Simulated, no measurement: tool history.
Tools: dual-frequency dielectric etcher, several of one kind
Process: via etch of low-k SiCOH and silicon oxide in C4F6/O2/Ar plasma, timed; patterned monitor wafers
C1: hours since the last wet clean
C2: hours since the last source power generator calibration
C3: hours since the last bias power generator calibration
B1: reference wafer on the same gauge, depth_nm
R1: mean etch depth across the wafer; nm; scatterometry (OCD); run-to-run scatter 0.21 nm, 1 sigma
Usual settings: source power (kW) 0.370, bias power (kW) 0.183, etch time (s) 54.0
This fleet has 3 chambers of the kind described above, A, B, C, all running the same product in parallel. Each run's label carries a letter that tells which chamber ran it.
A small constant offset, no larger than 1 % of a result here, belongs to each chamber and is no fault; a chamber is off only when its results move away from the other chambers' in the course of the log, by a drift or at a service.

run 1C day=0.221 | source_power_(kW)=0.370 bias_power_(kW)=0.183 etch_time_(s)=54.0 | C1=249.5 C2=2632.8 C3=1603.1 | B1=123.07 | R1=137.64
run 2A day=0.562 | source_power_(kW)=0.370 bias_power_(kW)=0.183 etch_time_(s)=54.0 | C1=403.0 C2=224.5 C3=3554.6 | B1=123.06 | R1=136.27
run 3B day=0.825 | source_power_(kW)=0.370 bias_power_(kW)=0.183 etch_time_(s)=54.0 | C1=357.3 C2=2649.5 C3=242.5 | B1=123.10 | R1=137.72
run 4B day=1.054 | source_power_(kW)=0.370 bias_power_(kW)=0.183 etch_time_(s)=54.0 | C1=362.8 C2=2655.0 C3=248.0 | B1=123.09 | R1=137.50
run 5A day=1.217 | source_power_(kW)=0.370 bias_power_(kW)=0.183 etch_time_(s)=54.0 | C1=418.7 C2=240.2 C3=3570.3 | B1=123.14 | R1=136.48
run 6C day=1.492 | source_power_(kW)=0.370 bias_power_(kW)=0.183 etch_time_(s)=54.0 | C1=280.0 C2=2663.3 C3=1633.6 | B1=123.14 | R1=138.05
run 7A day=1.683 | source_power_(kW)=0.420 bias_power_(kW)=0.224 etch_time_(s)=54.0 | C1=429.9 C2=251.4 C3=3581.5 | B1=123.20 | R1=153.24
run 8C day=1.917 | source_power_(kW)=0.420 bias_power_(kW)=0.224 etch_time_(s)=54.0 | C1=290.2 C2=2673.5 C3=1643.8 | B1=123.21 | R1=155.23
run 9B day=2.121 | source_power_(kW)=0.420 bias_power_(kW)=0.224 etch_time_(s)=54.0 | C1=388.4 C2=2680.6 C3=273.6 | B1=123.27 | R1=154.52
run 10C day=2.271 | source_power_(kW)=0.370 bias_power_(kW)=0.183 etch_time_(s)=54.0 | C1=298.7 C2=2682.0 C3=1652.3 | B1=123.33 | R1=138.42
run 11B day=2.525 | source_power_(kW)=0.370 bias_power_(kW)=0.183 etch_time_(s)=54.0 | C1=398.1 C2=2690.3 C3=283.3 | B1=123.29 | R1=138.20
run 12A day=2.750 | source_power_(kW)=0.370 bias_power_(kW)=0.183 etch_time_(s)=54.0 | C1=455.5 C2=277.0 C3=3607.1 | B1=123.33 | R1=136.37
run 13C day=3.042 | source_power_(kW)=0.370 bias_power_(kW)=0.197 etch_time_(s)=61.5 | C1=317.2 C2=2700.5 C3=1670.8 | B1=123.35 | R1=161.08
run 14A day=3.217 | source_power_(kW)=0.370 bias_power_(kW)=0.197 etch_time_(s)=61.5 | C1=466.7 C2=288.2 C3=3618.3 | B1=123.39 | R1=158.80
-- day=3.267 chamber B: wet clean of the chamber
run 15B day=3.433 | source_power_(kW)=0.370 bias_power_(kW)=0.197 etch_time_(s)=61.5 | C1=4.0 C2=2712.1 C3=305.1 | B1=123.41 | R1=161.14
run 16A day=3.696 | source_power_(kW)=0.370 bias_power_(kW)=0.183 etch_time_(s)=54.0 | C1=478.2 C2=299.7 C3=3629.8 | B1=123.45 | R1=136.72
run 17C day=3.850 | source_power_(kW)=0.370 bias_power_(kW)=0.183 etch_time_(s)=54.0 | C1=336.6 C2=2719.9 C3=1690.2 | B1=123.47 | R1=138.51
run 18B day=4.171 | source_power_(kW)=0.370 bias_power_(kW)=0.183 etch_time_(s)=54.0 | C1=21.7 C2=2729.8 C3=322.8 | B1=123.53 | R1=137.84
run 19A day=4.396 | source_power_(kW)=0.370 bias_power_(kW)=0.183 etch_time_(s)=54.0 | C1=495.0 C2=316.5 C3=3646.6 | B1=123.55 | R1=136.57
run 20B day=4.658 | source_power_(kW)=0.410 bias_power_(kW)=0.183 etch_time_(s)=60.5 | C1=33.4 C2=2741.5 C3=334.5 | B1=123.59 | R1=160.79
run 21C day=5.000 | source_power_(kW)=0.410 bias_power_(kW)=0.183 etch_time_(s)=60.5 | C1=364.2 C2=2747.5 C3=1717.8 | B1=123.65 | R1=161.41
run 22A day=5.221 | source_power_(kW)=0.410 bias_power_(kW)=0.183 etch_time_(s)=60.5 | C1=514.8 C2=336.3 C3=3666.4 | B1=123.63 | R1=159.75
run 23B day=5.554 | source_power_(kW)=0.370 bias_power_(kW)=0.183 etch_time_(s)=54.0 | C1=54.9 C2=2763.0 C3=356.0 | B1=123.68 | R1=137.95
run 24C day=5.796 | source_power_(kW)=0.370 bias_power_(kW)=0.183 etch_time_(s)=54.0 | C1=383.3 C2=2766.6 C3=1736.9 | B1=123.71 | R1=138.46
run 25B day=5.975 | source_power_(kW)=0.330 bias_power_(kW)=0.183 etch_time_(s)=41.5 | C1=65.0 C2=2773.1 C3=366.1 | B1=123.71 | R1=101.63
run 26A day=6.225 | source_power_(kW)=0.330 bias_power_(kW)=0.183 etch_time_(s)=41.5 | C1=538.9 C2=360.4 C3=3690.5 | B1=123.75 | R1=100.51

The same settings go to every chamber for the next run, one line per chamber below. Forecast the results for each:
run 27A day=6.475 | source_power_(kW)=0.370 bias_power_(kW)=0.183 etch_time_(s)=54.0 | R1=?
run 27B day=6.475 | source_power_(kW)=0.370 bias_power_(kW)=0.183 etch_time_(s)=54.0 | R1=?
run 27C day=6.475 | source_power_(kW)=0.370 bias_power_(kW)=0.183 etch_time_(s)=54.0 | R1=?

run=27A R1=137.11
run=27B R1=138.44
run=27C R1=139.29
